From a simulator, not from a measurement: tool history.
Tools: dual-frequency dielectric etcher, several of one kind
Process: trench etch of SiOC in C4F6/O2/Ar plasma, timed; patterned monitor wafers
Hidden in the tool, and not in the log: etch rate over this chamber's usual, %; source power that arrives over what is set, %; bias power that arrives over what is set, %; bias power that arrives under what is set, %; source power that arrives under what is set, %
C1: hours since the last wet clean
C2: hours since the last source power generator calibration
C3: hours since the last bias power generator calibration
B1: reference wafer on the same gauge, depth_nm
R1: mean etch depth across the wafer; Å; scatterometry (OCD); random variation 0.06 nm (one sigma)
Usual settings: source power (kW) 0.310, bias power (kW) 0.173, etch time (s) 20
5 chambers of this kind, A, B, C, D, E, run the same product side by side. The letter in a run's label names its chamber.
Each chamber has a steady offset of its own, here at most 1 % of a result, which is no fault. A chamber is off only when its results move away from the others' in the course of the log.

run 1A hour=6.2 | source_power_(kW)=0.310 bias_power_(kW)=0.173 etch_time_(s)=20 | C1=56.6 C2=3594.3 C3=22.2 | B1=37.394 | R1=371.25
run 2C hour=15.0 | source_power_(kW)=0.310 bias_power_(kW)=0.173 etch_time_(s)=20 | C1=164.4 C2=1057.7 C3=951.9 | B1=37.408 | R1=371.33
run 3B hour=24.8 | source_power_(kW)=0.310 bias_power_(kW)=0.173 etch_time_(s)=20 | C1=74.9 C2=1085.4 C3=1493.1 | B1=37.420 | R1=370.85
run 4E hour=32.5 | source_power_(kW)=0.310 bias_power_(kW)=0.173 etch_time_(s)=20 | C1=104.4 C2=3805.6 C3=332.2 | B1=37.443 | R1=373.19
run 5D hour=43.6 | source_power_(kW)=0.310 bias_power_(kW)=0.173 etch_time_(s)=20 | C1=58.1 C2=2361.2 C3=3452.5 | B1=37.448 | R1=370.27
run 6C hour=50.1 | source_power_(kW)=0.310 bias_power_(kW)=0.173 etch_time_(s)=20 | C1=199.5 C2=1092.8 C3=987.0 | B1=37.439 | R1=372.66
run 7A hour=55.8 | source_power_(kW)=0.310 bias_power_(kW)=0.173 etch_time_(s)=20 | C1=106.2 C2=3643.9 C3=71.8 | B1=37.458 | R1=370.39
run 8E hour=61.1 | source_power_(kW)=0.310 bias_power_(kW)=0.173 etch_time_(s)=20 | C1=133.0 C2=3834.2 C3=360.8 | B1=37.440 | R1=374.03
run 9B hour=71.4 | source_power_(kW)=0.310 bias_power_(kW)=0.173 etch_time_(s)=20 | C1=121.5 C2=1132.0 C3=1539.7 | B1=37.471 | R1=370.67
run 10D hour=81.2 | source_power_(kW)=0.310 bias_power_(kW)=0.173 etch_time_(s)=20 | C1=95.7 C2=2398.8 C3=3490.1 | B1=37.484 | R1=369.86
run 11D hour=89.4 | source_power_(kW)=0.310 bias_power_(kW)=0.173 etch_time_(s)=20 | C1=103.9 C2=2407.0 C3=3498.3 | B1=37.477 | R1=370.19
run 12A hour=95.8 | source_power_(kW)=0.310 bias_power_(kW)=0.173 etch_time_(s)=20 | C1=146.2 C2=3683.9 C3=111.8 | B1=37.488 | R1=371.22
-- hour=97.7 chamber A: source power generator calibrated
run 13E hour=103.4 | source_power_(kW)=0.310 bias_power_(kW)=0.173 etch_time_(s)=20 | C1=175.3 C2=3876.5 C3=403.1 | B1=37.499 | R1=373.18
run 14C hour=110.2 | source_power_(kW)=0.310 bias_power_(kW)=0.173 etch_time_(s)=17 | C1=259.6 C2=1152.9 C3=1047.1 | B1=37.512 | R1=317.31
run 15B hour=115.5 | source_power_(kW)=0.310 bias_power_(kW)=0.173 etch_time_(s)=17 | C1=165.6 C2=1176.1 C3=1583.8 | B1=37.524 | R1=315.76
run 16E hour=125.8 | source_power_(kW)=0.310 bias_power_(kW)=0.173 etch_time_(s)=17 | C1=197.7 C2=3898.9 C3=425.5 | B1=37.522 | R1=317.95
run 17A hour=134.8 | source_power_(kW)=0.310 bias_power_(kW)=0.173 etch_time_(s)=17 | C1=185.2 C2=37.2 C3=150.8 | B1=37.536 | R1=315.32
run 18D hour=140.5 | source_power_(kW)=0.310 bias_power_(kW)=0.173 etch_time_(s)=17 | C1=155.0 C2=2458.1 C3=3549.4 | B1=37.523 | R1=314.10
run 19C hour=149.7 | source_power_(kW)=0.310 bias_power_(kW)=0.173 etch_time_(s)=20 | C1=299.1 C2=1192.4 C3=1086.6 | B1=37.533 | R1=373.43
run 20B hour=157.0 | source_power_(kW)=0.310 bias_power_(kW)=0.173 etch_time_(s)=20 | C1=207.1 C2=1217.6 C3=1625.3 | B1=37.538 | R1=372.30
run 21E hour=163.6 | source_power_(kW)=0.310 bias_power_(kW)=0.173 etch_time_(s)=20 | C1=235.5 C2=3936.7 C3=463.3 | B1=37.545 | R1=374.55
run 22D hour=170.6 | source_power_(kW)=0.310 bias_power_(kW)=0.173 etch_time_(s)=20 | C1=185.1 C2=2488.2 C3=3579.5 | B1=37.554 | R1=372.70
run 23A hour=178.9 | source_power_(kW)=0.310 bias_power_(kW)=0.173 etch_time_(s)=20 | C1=229.3 C2=81.3 C3=194.9 | B1=37.581 | R1=372.16
run 24C hour=186.2 | source_power_(kW)=0.310 bias_power_(kW)=0.173 etch_time_(s)=20 | C1=335.6 C2=1228.9 C3=1123.1 | B1=37.579 | R1=372.98
run 25B hour=196.2 | source_power_(kW)=0.260 bias_power_(kW)=0.173 etch_time_(s)=20 | C1=246.3 C2=1256.8 C3=1664.5 | B1=37.567 | R1=349.14
run 26A hour=205.8 | source_power_(kW)=0.260 bias_power_(kW)=0.173 etch_time_(s)=20 | C1=256.2 C2=108.2 C3=221.8 | B1=37.590 | R1=348.70
run 27B hour=212.2 | source_power_(kW)=0.260 bias_power_(kW)=0.173 etch_time_(s)=20 | C1=262.3 C2=1272.8 C3=1680.5 | B1=37.607 | R1=348.04
run 28E hour=217.9 | source_power_(kW)=0.260 bias_power_(kW)=0.173 etch_time_(s)=20 | C1=289.8 C2=3991.0 C3=517.6 | B1=37.624 | R1=349.30
run 29C hour=225.4 | source_power_(kW)=0.260 bias_power_(kW)=0.173 etch_time_(s)=20 | C1=374.8 C2=1268.1 C3=1162.3 | B1=37.624 | R1=349.09
run 30D hour=232.4 | source_power_(kW)=0.310 bias_power_(kW)=0.173 etch_time_(s)=20 | C1=246.9 C2=2550.0 C3=3641.3 | B1=37.616 | R1=371.64
run 31D hour=238.7 | source_power_(kW)=0.370 bias_power_(kW)=0.173 etch_time_(s)=15 | C1=253.2 C2=2556.3 C3=3647.6 | B1=37.628 | R1=298.72
run 32E hour=245.2 | source_power_(kW)=0.370 bias_power_(kW)=0.173 etch_time_(s)=15 | C1=317.1 C2=4018.3 C3=544.9 | B1=37.633 | R1=301.74
run 33A hour=250.4 | source_power_(kW)=0.370 bias_power_(kW)=0.173 etch_time_(s)=15 | C1=300.8 C2=152.8 C3=266.4 | B1=37.642 | R1=299.65

All 5 chambers run these settings next. Forecast each chamber's results:
run 34A hour=259.0 | source_power_(kW)=0.310 bias_power_(kW)=0.142 etch_time_(s)=20 | R1=?
run 34B hour=259.0 | source_power_(kW)=0.310 bias_power_(kW)=0.142 etch_time_(s)=20 | R1=?
run 34C hour=259.0 | source_power_(kW)=0.310 bias_power_(kW)=0.142 etch_time_(s)=20 | R1=?
run 34D hour=259.0 | source_power_(kW)=0.310 bias_power_(kW)=0.142 etch_time_(s)=20 | R1=?
run 34E hour=259.0 | source_power_(kW)=0.310 bias_power_(kW)=0.142 etch_time_(s)=20 | R1=?

run=34A R1=352.77
run=34B R1=349.97
run=34C R1=351.02
run=34D R1=349.00
run=34E R1=352.30
